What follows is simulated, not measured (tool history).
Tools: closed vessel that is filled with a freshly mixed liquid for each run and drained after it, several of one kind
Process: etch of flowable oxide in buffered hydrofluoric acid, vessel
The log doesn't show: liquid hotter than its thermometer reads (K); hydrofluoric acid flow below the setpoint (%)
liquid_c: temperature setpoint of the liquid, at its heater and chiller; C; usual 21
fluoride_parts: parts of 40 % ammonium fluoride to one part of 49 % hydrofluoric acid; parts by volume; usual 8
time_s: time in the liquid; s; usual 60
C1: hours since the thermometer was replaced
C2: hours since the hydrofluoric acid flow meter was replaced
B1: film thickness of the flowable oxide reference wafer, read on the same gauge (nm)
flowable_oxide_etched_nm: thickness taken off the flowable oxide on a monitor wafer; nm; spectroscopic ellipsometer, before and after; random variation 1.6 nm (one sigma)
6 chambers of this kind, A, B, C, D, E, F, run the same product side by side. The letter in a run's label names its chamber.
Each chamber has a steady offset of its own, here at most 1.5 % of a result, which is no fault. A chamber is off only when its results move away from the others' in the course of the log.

run 1A hour=5.3 | liquid_c=21 fluoride_parts=8 time_s=60 | C1=589.9 C2=1013.8 | B1=79.972 | flowable_oxide_etched_nm=166.2
run 2B hour=9.7 | liquid_c=21 fluoride_parts=8 time_s=60 | C1=51.8 C2=2122.6 | B1=79.99 | flowable_oxide_etched_nm=164.99
run 3C hour=14.8 | liquid_c=21 fluoride_parts=8 time_s=60 | C1=347.8 C2=294.8 | B1=79.973 | flowable_oxide_etched_nm=166.31
run 4E hour=20.1 | liquid_c=21 fluoride_parts=8 time_s=60 | C1=348.3 C2=1708.3 | B1=79.97 | flowable_oxide_etched_nm=168.92
run 5D hour=28.2 | liquid_c=21 fluoride_parts=8 time_s=60 | C1=48.7 C2=212.2 | B1=79.995 | flowable_oxide_etched_nm=166.56
run 6F hour=36 | liquid_c=21 fluoride_parts=8 time_s=60 | C1=644.8 C2=1224.4 | B1=80.005 | flowable_oxide_etched_nm=168.24
run 7E hour=42.1 | liquid_c=21 fluoride_parts=8 time_s=60 | C1=370.3 C2=1730.3 | B1=80.003 | flowable_oxide_etched_nm=162.68
run 8A hour=50.5 | liquid_c=21 fluoride_parts=8 time_s=60 | C1=635.1 C2=1059 | B1=80.032 | flowable_oxide_etched_nm=170.89
run 9F hour=59.5 | liquid_c=21 fluoride_parts=8 time_s=60 | C1=668.3 C2=1247.9 | B1=79.983 | flowable_oxide_etched_nm=169.29
run 10B hour=63.6 | liquid_c=21 fluoride_parts=8 time_s=60 | C1=105.7 C2=2176.5 | B1=79.996 | flowable_oxide_etched_nm=167.54
run 11D hour=71.9 | liquid_c=21 fluoride_parts=8 time_s=60 | C1=92.4 C2=255.9 | B1=79.974 | flowable_oxide_etched_nm=162.81
run 12C hour=80.1 | liquid_c=21 fluoride_parts=8 time_s=60 | C1=413.1 C2=360.1 | B1=80.012 | flowable_oxide_etched_nm=165.68
run 13A hour=88.5 | liquid_c=21 fluoride_parts=8 time_s=60 | C1=673.1 C2=1097 | B1=80.021 | flowable_oxide_etched_nm=168.96
run 14B hour=97.8 | liquid_c=21 fluoride_parts=8 time_s=60 | C1=139.9 C2=2210.7 | B1=80.016 | flowable_oxide_etched_nm=166.51
run 15D hour=106.8 | liquid_c=21 fluoride_parts=8 time_s=60 | C1=127.3 C2=290.8 | B1=79.962 | flowable_oxide_etched_nm=157.53
run 16F hour=113 | liquid_c=21 fluoride_parts=8 time_s=60 | C1=721.8 C2=1301.4 | B1=79.997 | flowable_oxide_etched_nm=164.2
run 17C hour=120.2 | liquid_c=21 fluoride_parts=8 time_s=60 | C1=453.2 C2=400.2 | B1=80 | flowable_oxide_etched_nm=164.73
run 18E hour=124.9 | liquid_c=21 fluoride_parts=8 time_s=60 | C1=453.1 C2=1813.1 | B1=80.025 | flowable_oxide_etched_nm=167.02
run 19C hour=130 | liquid_c=21 fluoride_parts=8 time_s=60 | C1=463 C2=410 | B1=80.011 | flowable_oxide_etched_nm=165.36
run 20A hour=134.6 | liquid_c=21 fluoride_parts=8 time_s=60 | C1=719.2 C2=1143.1 | B1=80.005 | flowable_oxide_etched_nm=167.81
run 21D hour=139.4 | liquid_c=21 fluoride_parts=8 time_s=60 | C1=159.9 C2=323.4 | B1=80.02 | flowable_oxide_etched_nm=156.67
run 22B hour=145 | liquid_c=21 fluoride_parts=8 time_s=60 | C1=187.1 C2=2257.9 | B1=80.015 | flowable_oxide_etched_nm=169.12
run 23E hour=151.6 | liquid_c=21 fluoride_parts=8 time_s=60 | C1=479.8 C2=1839.8 | B1=80.007 | flowable_oxide_etched_nm=165.59
run 24F hour=155.9 | liquid_c=21 fluoride_parts=8 time_s=60 | C1=764.7 C2=1344.3 | B1=80.016 | flowable_oxide_etched_nm=168.65
run 25E hour=161.2 | liquid_c=21 fluoride_parts=8 time_s=60 | C1=489.4 C2=1849.4 | B1=80.002 | flowable_oxide_etched_nm=167.19
run 26C hour=165.2 | liquid_c=21 fluoride_parts=8 time_s=60 | C1=498.2 C2=445.2 | B1=79.999 | flowable_oxide_etched_nm=164.03
run 27F hour=173 | liquid_c=21 fluoride_parts=8 time_s=60 | C1=781.8 C2=1361.4 | B1=80.016 | flowable_oxide_etched_nm=168.87
run 28A hour=177.2 | liquid_c=21 fluoride_parts=8 time_s=60 | C1=761.8 C2=1185.7 | B1=79.991 | flowable_oxide_etched_nm=168.36
run 29B hour=181.7 | liquid_c=21 fluoride_parts=8 time_s=60 | C1=223.8 C2=2294.6 | B1=80.009 | flowable_oxide_etched_nm=169.55
run 30D hour=189.9 | liquid_c=23.5 fluoride_parts=8 time_s=60 | C1=210.4 C2=373.9 | B1=79.998 | flowable_oxide_etched_nm=178.83
run 31C hour=194.5 | liquid_c=23.5 fluoride_parts=8 time_s=60 | C1=527.5 C2=474.5 | B1=79.978 | flowable_oxide_etched_nm=190.06
-- hour=199.9 chamber E: hydrofluoric acid flow meter replaced
run 32B hour=202.1 | liquid_c=23.5 fluoride_parts=8 time_s=60 | C1=244.2 C2=2315 | B1=80.009 | flowable_oxide_etched_nm=194.09
run 33D hour=207 | liquid_c=23.5 fluoride_parts=8 time_s=60 | C1=227.5 C2=391 | B1=80.029 | flowable_oxide_etched_nm=174.26
run 34E hour=214.8 | liquid_c=23.5 fluoride_parts=8 time_s=60 | C1=543 C2=14.9 | B1=79.998 | flowable_oxide_etched_nm=192.06
run 35F hour=222.8 | liquid_c=23.5 fluoride_parts=8 time_s=60 | C1=831.6 C2=1411.2 | B1=80.022 | flowable_oxide_etched_nm=190.53
run 36A hour=229.1 | liquid_c=21 fluoride_parts=8 time_s=60 | C1=813.7 C2=1237.6 | B1=79.988 | flowable_oxide_etched_nm=168.35
run 37B hour=237.1 | liquid_c=21 fluoride_parts=8 time_s=60 | C1=279.2 C2=2350 | B1=79.966 | flowable_oxide_etched_nm=167.32
run 38C hour=245 | liquid_c=21 fluoride_parts=8 time_s=60 | C1=578 C2=525 | B1=79.967 | flowable_oxide_etched_nm=165.68
run 39D hour=254 | liquid_c=21 fluoride_parts=8 time_s=60 | C1=274.5 C2=438 | B1=80.028 | flowable_oxide_etched_nm=149.83
run 40E hour=261.5 | liquid_c=21 fluoride_parts=8 time_s=60 | C1=589.7 C2=61.6 | B1=79.982 | flowable_oxide_etched_nm=169.31
run 41F hour=270 | liquid_c=21 fluoride_parts=8 time_s=60 | C1=878.8 C2=1458.4 | B1=80.001 | flowable_oxide_etched_nm=168.57
run 42A hour=276 | liquid_c=21 fluoride_parts=8 time_s=60 | C1=860.6 C2=1284.5 | B1=79.987 | flowable_oxide_etched_nm=169.11

Is one chamber off against the others, does the gauge drift, or is nothing wrong? If a chamber is off, say which, and what the likeliest cause is.

Chamber D drifts away from the others.
Cause: hydrofluoric acid flow below the setpoint (%) = 11.
The log may not tell that from: liquid colder than its thermometer reads (K).

Here are 4 candidates for chamber D's next run, each the usual settings with a change, their results left as question marks. Which one brings its results back in line with what the others give on the usual settings?
In line means no further than this from the other chambers' mean on the usual settings: flowable_oxide_etched_nm 5.6 nm
run 43D-1 hour=282.7 | liquid_c=17 fluoride_parts=8 time_s=60 | flowable_oxide_etched_nm=?
run 43D-2 hour=282.7 | liquid_c=21 fluoride_parts=9.5 time_s=60 | flowable_oxide_etched_nm=?
run 43D-3 hour=282.7 | liquid_c=22.5 fluoride_parts=7 time_s=60 | flowable_oxide_etched_nm=?
run 43D-4 hour=282.7 | liquid_c=22 fluoride_parts=7.5 time_s=60 | flowable_oxide_etched_nm=?

The other chambers' mean on the usual settings: flowable_oxide_etched_nm 167.46 nm
run=43D-1 flowable_oxide_etched_nm=117.96
run=43D-2 flowable_oxide_etched_nm=129.02
run=43D-3 flowable_oxide_etched_nm=185.33
run=43D-4 flowable_oxide_etched_nm=167.2
43D-4 brings the chamber back in line.

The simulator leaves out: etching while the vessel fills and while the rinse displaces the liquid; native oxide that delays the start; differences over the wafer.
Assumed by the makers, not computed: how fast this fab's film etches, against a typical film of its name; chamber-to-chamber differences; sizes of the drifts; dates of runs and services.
